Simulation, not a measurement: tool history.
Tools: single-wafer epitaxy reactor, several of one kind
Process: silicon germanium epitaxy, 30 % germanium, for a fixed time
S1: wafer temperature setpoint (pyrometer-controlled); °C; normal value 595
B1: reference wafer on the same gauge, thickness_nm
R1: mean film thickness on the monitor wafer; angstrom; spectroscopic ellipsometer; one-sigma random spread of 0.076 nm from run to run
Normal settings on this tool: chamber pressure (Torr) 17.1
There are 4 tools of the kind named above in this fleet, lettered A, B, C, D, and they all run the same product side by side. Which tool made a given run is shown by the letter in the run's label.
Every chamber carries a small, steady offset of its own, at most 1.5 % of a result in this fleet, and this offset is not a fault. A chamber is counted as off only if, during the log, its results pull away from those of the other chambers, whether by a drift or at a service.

{"run": "1B", "hour": 4.6, "S1": 595, "chamber pressure (Torr)": 17.1, "B1": 46.412, "R1": 505.49}
{"run": "2A", "hour": 8.2, "S1": 595, "chamber pressure (Torr)": 17.1, "B1": 46.404, "R1": 513.44}
{"run": "3D", "hour": 12.2, "S1": 595, "chamber pressure (Torr)": 17.1, "B1": 46.419, "R1": 507.83}
{"run": "4C", "hour": 14.9, "S1": 595, "chamber pressure (Torr)": 17.1, "B1": 46.42, "R1": 510.35}
{"run": "5C", "hour": 19.1, "S1": 606, "chamber pressure (Torr)": 13.9, "B1": 46.456, "R1": 571.53}
{"run": "6A", "hour": 21.7, "S1": 606, "chamber pressure (Torr)": 13.9, "B1": 46.445, "R1": 577.12}
{"run": "7B", "hour": 25.9, "S1": 606, "chamber pressure (Torr)": 13.9, "B1": 46.435, "R1": 570.78}
{"run": "8D", "hour": 30.2, "S1": 606, "chamber pressure (Torr)": 13.9, "B1": 46.458, "R1": 572.05}
{"run": "9C", "hour": 32.3, "S1": 595, "chamber pressure (Torr)": 17.1, "B1": 46.45, "R1": 509.87}
{"run": "10A", "hour": 35.3, "S1": 595, "chamber pressure (Torr)": 19.7, "B1": 46.44, "R1": 542.04}
{"run": "11D", "hour": 37.4, "S1": 595, "chamber pressure (Torr)": 19.7, "B1": 46.475, "R1": 540.56}
{"hour": 37.6, "done": "chamber C: capacitance manometer re-zeroed and calibrated"}
{"run": "12B", "hour": 40.5, "S1": 595, "chamber pressure (Torr)": 19.7, "B1": 46.462, "R1": 534.55}
{"run": "13A", "hour": 43.3, "S1": 595, "chamber pressure (Torr)": 19.7, "B1": 46.47, "R1": 543.38}
{"run": "14D", "hour": 47.1, "S1": 595, "chamber pressure (Torr)": 17.1, "B1": 46.479, "R1": 511.21}
{"run": "15C", "hour": 51.3, "S1": 595, "chamber pressure (Torr)": 17.1, "B1": 46.475, "R1": 510.27}
{"run": "16B", "hour": 55.6, "S1": 595, "chamber pressure (Torr)": 17.1, "B1": 46.515, "R1": 507.93}
{"run": "17D", "hour": 59.6, "S1": 595, "chamber pressure (Torr)": 17.1, "B1": 46.519, "R1": 510.24}
{"run": "18B", "hour": 63.2, "S1": 595, "chamber pressure (Torr)": 17.1, "B1": 46.519, "R1": 509.05}
{"run": "19A", "hour": 67.3, "S1": 595, "chamber pressure (Torr)": 17.1, "B1": 46.517, "R1": 514.26}
{"run": "20C", "hour": 71.2, "S1": 589, "chamber pressure (Torr)": 17.1, "B1": 46.532, "R1": 457.31}
{"run": "21C", "hour": 75.5, "S1": 589, "chamber pressure (Torr)": 17.1, "B1": 46.54, "R1": 457.73}
{"run": "22D", "hour": 78.7, "S1": 589, "chamber pressure (Torr)": 17.1, "B1": 46.543, "R1": 457.4}
{"run": "23A", "hour": 81.7, "S1": 589, "chamber pressure (Torr)": 17.1, "B1": 46.558, "R1": 460.89}
{"run": "24B", "hour": 84.6, "S1": 595, "chamber pressure (Torr)": 17.1, "B1": 46.551, "R1": 507.08}
{"run": "25D", "hour": 87.9, "S1": 595, "chamber pressure (Torr)": 17.1, "B1": 46.562, "R1": 510.53}
{"run": "26C", "hour": 92.4, "S1": 595, "chamber pressure (Torr)": 17.1, "B1": 46.591, "R1": 510.57}
{"run": "27B", "hour": 95.1, "S1": 595, "chamber pressure (Torr)": 17.1, "B1": 46.597, "R1": 506.64}
{"run": "28A", "hour": 99.2, "S1": 595, "chamber pressure (Torr)": 17.1, "B1": 46.594, "R1": 513.6}
{"run": "29C", "hour": 103.2, "S1": 595, "chamber pressure (Torr)": 17.1, "B1": 46.596, "R1": 511.35}
{"run": "30D", "hour": 106.4, "S1": 595, "chamber pressure (Torr)": 17.1, "B1": 46.599, "R1": 512.17}
{"run": "31A", "hour": 109.3, "S1": 595, "chamber pressure (Torr)": 17.1, "B1": 46.606, "R1": 514.59}
{"run": "32B", "hour": 111.8, "S1": 589, "chamber pressure (Torr)": 18.7, "B1": 46.599, "R1": 470.07}
{"run": "33B", "hour": 113.9, "S1": 589, "chamber pressure (Torr)": 18.7, "B1": 46.61, "R1": 470.02}
{"run": "34C", "hour": 116.0, "S1": 589, "chamber pressure (Torr)": 18.7, "B1": 46.606, "R1": 476.18}
{"run": "35D", "hour": 119.1, "S1": 589, "chamber pressure (Torr)": 18.7, "B1": 46.621, "R1": 475.35}
{"hour": 119.2, "done": "chamber B: capacitance manometer re-zeroed and calibrated"}
{"run": "36A", "hour": 123.9, "S1": 595, "chamber pressure (Torr)": 17.1, "B1": 46.632, "R1": 515.25}
{"run": "37D", "hour": 126.4, "S1": 595, "chamber pressure (Torr)": 17.1, "B1": 46.641, "R1": 510.82}
{"run": "38C", "hour": 130.7, "S1": 595, "chamber pressure (Torr)": 17.1, "B1": 46.643, "R1": 512.57}
{"run": "39B", "hour": 135.3, "S1": 595, "chamber pressure (Torr)": 17.1, "B1": 46.661, "R1": 508.59}
{"run": "40A", "hour": 138.8, "S1": 595, "chamber pressure (Torr)": 17.1, "B1": 46.663, "R1": 516.34}
{"run": "41C", "hour": 141.7, "S1": 595, "chamber pressure (Torr)": 17.1, "B1": 46.652, "R1": 512.79}
{"run": "42D", "hour": 144.4, "S1": 595, "chamber pressure (Torr)": 17.1, "B1": 46.641, "R1": 512.61}
{"run": "43A", "hour": 148.5, "S1": 595, "chamber pressure (Torr)": 17.1, "B1": 46.669, "R1": 515.45}
{"run": "44B", "hour": 151.6, "S1": 595, "chamber pressure (Torr)": 17.1, "B1": 46.675, "R1": 508.76}

One chamber off, gauge drift, or nothing amiss beyond the chambers' own small offsets? If it is a chamber, which one, and what is the likeliest cause?

The shared gauge is drifting. All chambers look as if they move in step, but none is off.
Cause: gauge reads high (%) = 0.616.

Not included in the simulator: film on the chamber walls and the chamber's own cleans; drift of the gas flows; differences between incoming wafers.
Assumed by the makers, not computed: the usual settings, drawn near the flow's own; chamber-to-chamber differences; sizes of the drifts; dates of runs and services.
